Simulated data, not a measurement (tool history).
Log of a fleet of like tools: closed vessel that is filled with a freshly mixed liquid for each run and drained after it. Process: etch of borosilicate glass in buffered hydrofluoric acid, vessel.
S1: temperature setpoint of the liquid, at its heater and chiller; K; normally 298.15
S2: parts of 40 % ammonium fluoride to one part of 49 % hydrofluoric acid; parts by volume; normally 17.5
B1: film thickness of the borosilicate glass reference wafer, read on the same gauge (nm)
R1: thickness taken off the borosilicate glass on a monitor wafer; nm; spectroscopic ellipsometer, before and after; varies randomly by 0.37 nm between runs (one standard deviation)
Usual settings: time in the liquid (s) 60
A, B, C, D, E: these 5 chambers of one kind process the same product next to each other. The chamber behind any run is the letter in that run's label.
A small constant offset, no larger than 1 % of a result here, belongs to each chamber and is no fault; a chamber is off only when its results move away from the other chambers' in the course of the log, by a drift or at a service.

{"run": "1D", "hour": 11.9, "S1": 298.15, "S2": 17.5, "time in the liquid (s)": 60, "B1": 70, "R1": 45.914}
{"run": "2B", "hour": 20.8, "S1": 298.15, "S2": 17.5, "time in the liquid (s)": 60, "B1": 69.993, "R1": 45.42}
{"run": "3C", "hour": 31.0, "S1": 298.15, "S2": 17.5, "time in the liquid (s)": 60, "B1": 70.013, "R1": 46.277}
{"run": "4E", "hour": 43.4, "S1": 298.15, "S2": 17.5, "time in the liquid (s)": 60, "B1": 70, "R1": 45.376}
{"run": "5A", "hour": 56.1, "S1": 298.15, "S2": 17.5, "time in the liquid (s)": 60, "B1": 70.01, "R1": 45.089}
{"run": "6B", "hour": 70.3, "S1": 298.15, "S2": 17.5, "time in the liquid (s)": 60, "B1": 70.005, "R1": 45.191}
{"run": "7A", "hour": 80.8, "S1": 298.15, "S2": 17.5, "time in the liquid (s)": 60, "B1": 69.997, "R1": 45.353}
{"run": "8D", "hour": 93.3, "S1": 298.15, "S2": 17.5, "time in the liquid (s)": 60, "B1": 69.993, "R1": 45.426}
{"run": "9C", "hour": 103.6, "S1": 298.15, "S2": 17.5, "time in the liquid (s)": 60, "B1": 69.993, "R1": 45.452}
{"hour": 113.4, "done": "chamber D: hydrofluoric acid flow meter replaced"}
{"run": "10E", "hour": 116.5, "S1": 298.15, "S2": 17.5, "time in the liquid (s)": 60, "B1": 70.012, "R1": 45.19}
{"run": "11D", "hour": 129.5, "S1": 298.15, "S2": 17.5, "time in the liquid (s)": 60, "B1": 69.978, "R1": 45.78}
{"run": "12E", "hour": 143.2, "S1": 298.15, "S2": 17.5, "time in the liquid (s)": 60, "B1": 69.995, "R1": 45.174}
{"run": "13A", "hour": 157.1, "S1": 298.15, "S2": 17.5, "time in the liquid (s)": 60, "B1": 70.001, "R1": 44.969}
{"run": "14C", "hour": 171.8, "S1": 298.15, "S2": 17.5, "time in the liquid (s)": 60, "B1": 69.998, "R1": 45.521}
{"run": "15B", "hour": 181.7, "S1": 298.15, "S2": 17.5, "time in the liquid (s)": 60, "B1": 70.011, "R1": 45.281}
{"run": "16B", "hour": 196.9, "S1": 298.15, "S2": 17.5, "time in the liquid (s)": 60, "B1": 70.003, "R1": 45.242}
{"run": "17C", "hour": 211.4, "S1": 298.15, "S2": 17.5, "time in the liquid (s)": 60, "B1": 69.997, "R1": 44.67}
{"run": "18A", "hour": 218.7, "S1": 298.15, "S2": 17.5, "time in the liquid (s)": 60, "B1": 69.991, "R1": 44.686}
{"run": "19D", "hour": 225.8, "S1": 298.15, "S2": 17.5, "time in the liquid (s)": 60, "B1": 70.001, "R1": 45.247}
{"run": "20E", "hour": 235.4, "S1": 298.15, "S2": 17.5, "time in the liquid (s)": 60, "B1": 69.998, "R1": 44.821}
{"run": "21C", "hour": 248.2, "S1": 295.65, "S2": 17.5, "time in the liquid (s)": 30, "B1": 70.023, "R1": 19.423}
{"hour": 252.5, "done": "chamber B: hydrofluoric acid flow meter replaced"}
{"run": "22A", "hour": 259.5, "S1": 295.65, "S2": 17.5, "time in the liquid (s)": 30, "B1": 69.997, "R1": 19.607}
{"run": "23D", "hour": 275.7, "S1": 295.65, "S2": 17.5, "time in the liquid (s)": 30, "B1": 70.003, "R1": 19.99}
{"run": "24E", "hour": 287.8, "S1": 295.65, "S2": 17.5, "time in the liquid (s)": 30, "B1": 70.011, "R1": 20.11}
{"run": "25B", "hour": 302.2, "S1": 295.65, "S2": 17.5, "time in the liquid (s)": 30, "B1": 70.002, "R1": 19.808}
{"run": "26B", "hour": 310.8, "S1": 298.15, "S2": 17.5, "time in the liquid (s)": 60, "B1": 70.012, "R1": 45.168}
{"run": "27D", "hour": 326.2, "S1": 298.15, "S2": 17.5, "time in the liquid (s)": 60, "B1": 70.005, "R1": 45.81}
{"run": "28E", "hour": 342.4, "S1": 298.15, "S2": 17.5, "time in the liquid (s)": 60, "B1": 69.985, "R1": 45.9}
{"run": "29C", "hour": 357.8, "S1": 298.15, "S2": 17.5, "time in the liquid (s)": 60, "B1": 69.992, "R1": 44.092}
{"hour": 360.5, "done": "chamber B: thermometer replaced"}
{"run": "30A", "hour": 366.1, "S1": 298.15, "S2": 11.5, "time in the liquid (s)": 60, "B1": 69.999, "R1": 68.857}
{"run": "31E", "hour": 375.1, "S1": 298.15, "S2": 11.5, "time in the liquid (s)": 60, "B1": 69.993, "R1": 69.043}
{"run": "32A", "hour": 384.1, "S1": 298.15, "S2": 11.5, "time in the liquid (s)": 60, "B1": 70.008, "R1": 69.421}
{"run": "33B", "hour": 399.8, "S1": 298.15, "S2": 11.5, "time in the liquid (s)": 60, "B1": 70.008, "R1": 68.459}
{"run": "34D", "hour": 410.6, "S1": 298.15, "S2": 11.5, "time in the liquid (s)": 60, "B1": 70.003, "R1": 69.522}
{"run": "35C", "hour": 425.0, "S1": 298.15, "S2": 17.5, "time in the liquid (s)": 60, "B1": 69.988, "R1": 43.13}
{"run": "36A", "hour": 434.8, "S1": 298.15, "S2": 17.5, "time in the liquid (s)": 30, "B1": 69.993, "R1": 22.417}
{"run": "37C", "hour": 447.2, "S1": 298.15, "S2": 17.5, "time in the liquid (s)": 30, "B1": 69.992, "R1": 21.366}
{"run": "38E", "hour": 460.7, "S1": 298.15, "S2": 17.5, "time in the liquid (s)": 30, "B1": 70.002, "R1": 22.417}
{"run": "39D", "hour": 468.0, "S1": 298.15, "S2": 17.5, "time in the liquid (s)": 30, "B1": 70.018, "R1": 22.786}
{"run": "40B", "hour": 477.7, "S1": 298.15, "S2": 17.5, "time in the liquid (s)": 30, "B1": 70.018, "R1": 22.776}
{"run": "41D", "hour": 487.2, "S1": 298.15, "S2": 17.5, "time in the liquid (s)": 60, "B1": 70.01, "R1": 45.481}
{"run": "42A", "hour": 502.0, "S1": 298.15, "S2": 17.5, "time in the liquid (s)": 60, "B1": 69.99, "R1": 45.349}
{"run": "43E", "hour": 512.6, "S1": 298.15, "S2": 17.5, "time in the liquid (s)": 60, "B1": 69.99, "R1": 45.132}

Is one chamber off against the others, does the gauge drift, or is nothing wrong? If a chamber is off, say which, and what the likeliest cause is.

One chamber, C, drifts off from the rest bit by bit.
Most likely cause: hydrofluoric acid flow below the setpoint (%) = 7.73.
From this log alone, it may not be told apart from: liquid colder than its thermometer reads (K).

Below are 4 candidate recipes for chamber C's next run, each the usual settings with a change, their results shown as question marks. Which of them brings C's results back in line with what the other chambers give on the usual settings?
In-line tolerance around the mean of the other chambers on the usual settings: R1 1.3 nm
{"run": "44C-1", "hour": 524.2, "S1": 297.65, "S2": 18.5, "time in the liquid (s)": 60, "R1": "?"}
{"run": "44C-2", "hour": 524.2, "S1": 298.15, "S2": 17, "time in the liquid (s)": 60, "R1": "?"}
{"run": "44C-3", "hour": 524.2, "S1": 298.15, "S2": 18, "time in the liquid (s)": 60, "R1": "?"}
{"run": "44C-4", "hour": 524.2, "S1": 298.15, "S2": 17.5, "time in the liquid (s)": 65, "R1": "?"}

What the other chambers average on the usual settings: R1 45.414 nm
run=44C-1 R1=38.957
run=44C-2 R1=43.477
run=44C-3 R1=41.086
run=44C-4 R1=45.769
Change 44C-4 lands the chamber within the allowed miss of the other chambers.
